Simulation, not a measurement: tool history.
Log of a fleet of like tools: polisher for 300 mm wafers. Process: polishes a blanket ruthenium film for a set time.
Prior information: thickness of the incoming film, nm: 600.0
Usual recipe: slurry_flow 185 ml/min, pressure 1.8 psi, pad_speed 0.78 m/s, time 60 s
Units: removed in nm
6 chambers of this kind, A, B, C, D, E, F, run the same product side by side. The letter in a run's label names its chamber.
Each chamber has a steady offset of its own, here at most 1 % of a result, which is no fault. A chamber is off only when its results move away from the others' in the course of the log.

run	day	slurry_flow	pressure	pad_speed	time	removed
1D	0.500	185	1.8	0.78	60	46.110
# day 0.646: chamber F: worn pad replaced by a new one
# day 0.883: chamber A: worn pad replaced by a new one
2E	1.012	185	1.8	0.78	60	46.392
3F	1.404	185	1.8	0.78	60	46.233
4A	1.767	185	1.8	0.78	60	45.599
# day 2.058: chamber A: slurry nozzle cleaned
5B	2.267	185	1.8	0.78	60	46.058
# day 2.554: chamber B: slurry nozzle cleaned
6C	2.838	185	1.8	0.78	60	46.373
# day 2.892: chamber C: worn pad replaced by a new one
7B	3.300	185	1.8	0.78	60	46.053
# day 3.500: chamber D: worn pad replaced by a new one
8C	3.708	150	1.8	0.78	41	30.679
# day 3.833: chamber B: worn pad replaced by a new one
# day 3.892: chamber A: worn pad replaced by a new one
9F	4.317	150	1.8	0.78	41	30.928
# day 4.488: chamber D: slurry nozzle cleaned
10D	4.867	150	1.8	0.78	41	30.767
# day 4.971: chamber D: head pressure recalibrated
# day 5.104: chamber F: worn pad replaced by a new one
11A	5.417	150	1.8	0.78	41	31.069
# day 5.458: chamber E: head pressure recalibrated
12E	6.029	150	1.8	0.78	41	30.751
13A	6.517	150	1.8	0.78	41	31.089
14F	6.846	185	1.8	0.78	60	46.656
# day 7.200: chamber D: worn pad replaced by a new one
15C	7.238	185	1.8	0.78	60	45.518
16B	7.596	135	1.8	0.78	60	43.545
# day 7.667: chamber A: worn pad replaced by a new one
17D	7.954	135	1.8	0.78	60	44.728
# day 8.158: chamber C: worn pad replaced by a new one
18E	8.467	135	1.8	0.78	60	42.947
# day 8.500: chamber A: head pressure recalibrated
# day 8.746: chamber B: worn pad replaced by a new one
19F	8.821	135	1.8	0.78	60	44.743
# day 8.933: chamber F: slurry nozzle cleaned
20E	9.396	135	1.8	0.78	60	42.600
# day 9.546: chamber F: worn pad replaced by a new one
21D	9.704	135	1.8	0.78	60	44.105
22B	10.246	185	1.8	0.78	69	53.547
# day 10.308: chamber D: worn pad replaced by a new one
23C	10.658	185	1.8	0.78	69	53.741
24A	11.108	185	1.8	0.78	69	52.863
# day 11.429: chamber A: worn pad replaced by a new one
25D	11.517	185	1.8	0.78	69	53.827
# day 11.954: chamber C: slurry nozzle cleaned
26A	12.138	185	1.8	0.78	69	54.091
27C	12.600	185	1.8	0.78	69	54.274
# day 12.800: chamber C: worn pad replaced by a new one
28B	13.112	185	1.8	0.78	60	45.939
# day 13.421: chamber B: worn pad replaced by a new one
29E	13.475	185	1.8	0.78	60	43.423
# day 14.029: chamber D: worn pad replaced by a new one
30F	14.083	185	1.8	0.78	60	46.127
# day 14.338: chamber F: worn pad replaced by a new one
# day 14.388: chamber A: worn pad replaced by a new one
31C	14.475	185	1.8	0.78	60	45.904
32E	14.892	185	1.8	0.78	60	43.306
# day 15.025: chamber D: slurry nozzle cleaned
33D	15.342	185	1.8	0.78	60	46.424
34A	15.921	185	1.8	0.78	60	46.584
35B	16.258	185	1.8	0.78	60	46.996
36F	16.604	185	1.8	0.78	60	46.853
37F	17.208	185	1.8	0.78	60	47.577

Next, every chamber runs the same settings. What will each give?
38A	17.658	185	1.8	0.66	60	?
38B	17.658	185	1.8	0.66	60	?
38C	17.658	185	1.8	0.66	60	?
38D	17.658	185	1.8	0.66	60	?
38E	17.658	185	1.8	0.66	60	?
38F	17.658	185	1.8	0.66	60	?

run	removed
38A	40.229
38B	40.433
38C	40.376
38D	39.094
38E	36.238
38F	39.057
